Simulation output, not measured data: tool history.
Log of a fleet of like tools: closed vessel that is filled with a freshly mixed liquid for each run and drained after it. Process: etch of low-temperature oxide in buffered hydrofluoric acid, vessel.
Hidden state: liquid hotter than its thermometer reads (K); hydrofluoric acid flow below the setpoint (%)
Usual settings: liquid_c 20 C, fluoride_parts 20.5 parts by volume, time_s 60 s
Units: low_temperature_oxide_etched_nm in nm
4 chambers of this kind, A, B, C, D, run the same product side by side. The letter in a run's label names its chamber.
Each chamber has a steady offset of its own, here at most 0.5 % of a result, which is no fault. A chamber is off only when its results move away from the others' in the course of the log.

run   hour  liquid_c  fluoride_parts  time_s  hours since the thermometer was replaced  hours since the hydrofluoric acid flow meter was replaced  read-back film thickness of the low-temperature oxide reference wafer, read on the same gauge (nm)  low_temperature_oxide_etched_nm
 1A    3.3        20            20.5      60                                     410.9                                                     1169.7                                                                                              49.995                            151.6
 2D    8.6        20            20.5      60                                      13.6                                                     1497.7                                                                                              50.023                           152.45
 3B   12.4        20            20.5      60                                     902.1                                                     1540.4                                                                                              49.985                           151.25
 4C   15.4        20            20.5      60                                     667.9                                                      530.9                                                                                              49.994                           151.39
 5D     19      24.5            20.5      60                                        24                                                     1508.1                                                                                              49.986                            195.6
 6C   22.4      24.5            20.5      60                                     674.9                                                      537.9                                                                                              49.987                           196.44
 7B   26.6      24.5            20.5      60                                     916.3                                                     1554.6                                                                                              49.973                           194.82
 8A   31.2      24.5            20.5      60                                     438.8                                                     1197.6                                                                                              50.002                           196.94
 9A   34.5        20            20.5      60                                     442.1                                                     1200.9                                                                                              50.002                           152.66
10C   39.3        20            20.5      60                                     691.8                                                      554.8                                                                                              49.987                           151.28
11B   44.4        17              13      60                                     934.1                                                     1572.4                                                                                              49.967                           199.14
12D     47        17              13      60                                        52                                                     1536.1                                                                                              49.999                           198.63
13C   51.7        17              13      60                                     704.2                                                      567.2                                                                                              50.007                           201.35
14B   56.1        17              13      60                                     945.8                                                     1584.1                                                                                              49.988                           197.13
15D   59.7        18              23      60                                      64.7                                                     1548.8                                                                                              50.009                           125.73
16A   63.3        18              23      60                                     470.9                                                     1229.7                                                                                              50.006                           124.93
17B   67.2        18              23      60                                     956.9                                                     1595.2                                                                                              49.996                           125.48
18A   69.7        18              23      60                                     477.3                                                     1236.1                                                                                               50.02                           125.58
19D     73        20            20.5      60                                        78                                                     1562.1                                                                                              50.013                           152.43
20C   75.7        20            20.5      60                                     728.2                                                      591.2                                                                                              49.993                           152.88
21A   81.1        20            20.5      60                                     488.7                                                     1247.5                                                                                              49.988                           152.27
22B   84.3        20            20.5      60                                       974                                                     1612.3                                                                                              50.029                           151.44
23C   88.6        20            20.5      60                                     741.1                                                      604.1                                                                                              49.994                           150.47
24D   92.9        20            20.5      60                                      97.9                                                       1582                                                                                               49.98                           151.26
25B   96.5        20            20.5      60                                     986.2                                                     1624.5                                                                                              50.002                           152.01
26C  101.7        20            20.5      60                                     754.2                                                      617.2                                                                                               49.98                           154.36
27A  105.9        20            20.5      60                                     513.5                                                     1272.3                                                                                              50.033                           152.18
28D  109.7      21.5            20.5      75                                     114.7                                                     1598.8                                                                                              50.006                           207.62
29C  114.6      21.5            20.5      75                                     767.1                                                      630.1                                                                                              50.002                           205.55
30B    119      21.5            20.5      75                                    1008.7                                                       1647                                                                                              49.994                           205.67
31D  123.8      21.5            20.5      75                                     128.8                                                     1612.9                                                                                              50.006                           205.47
32A  128.2        20            20.5      60                                     535.8                                                     1294.6                                                                                              49.974                            151.7
33C  132.4        20            20.5      60                                     784.9                                                      647.9                                                                                              49.993                           151.11
34A  137.2        20            20.5      60                                     544.8                                                     1303.6                                                                                              49.996                           151.83

Is one chamber off against the others, does the gauge drift, or is nothing wrong? If a chamber is off, say which, and what the likeliest cause is.

No chamber stands off beyond its own small offset, and the gauge holds steady.
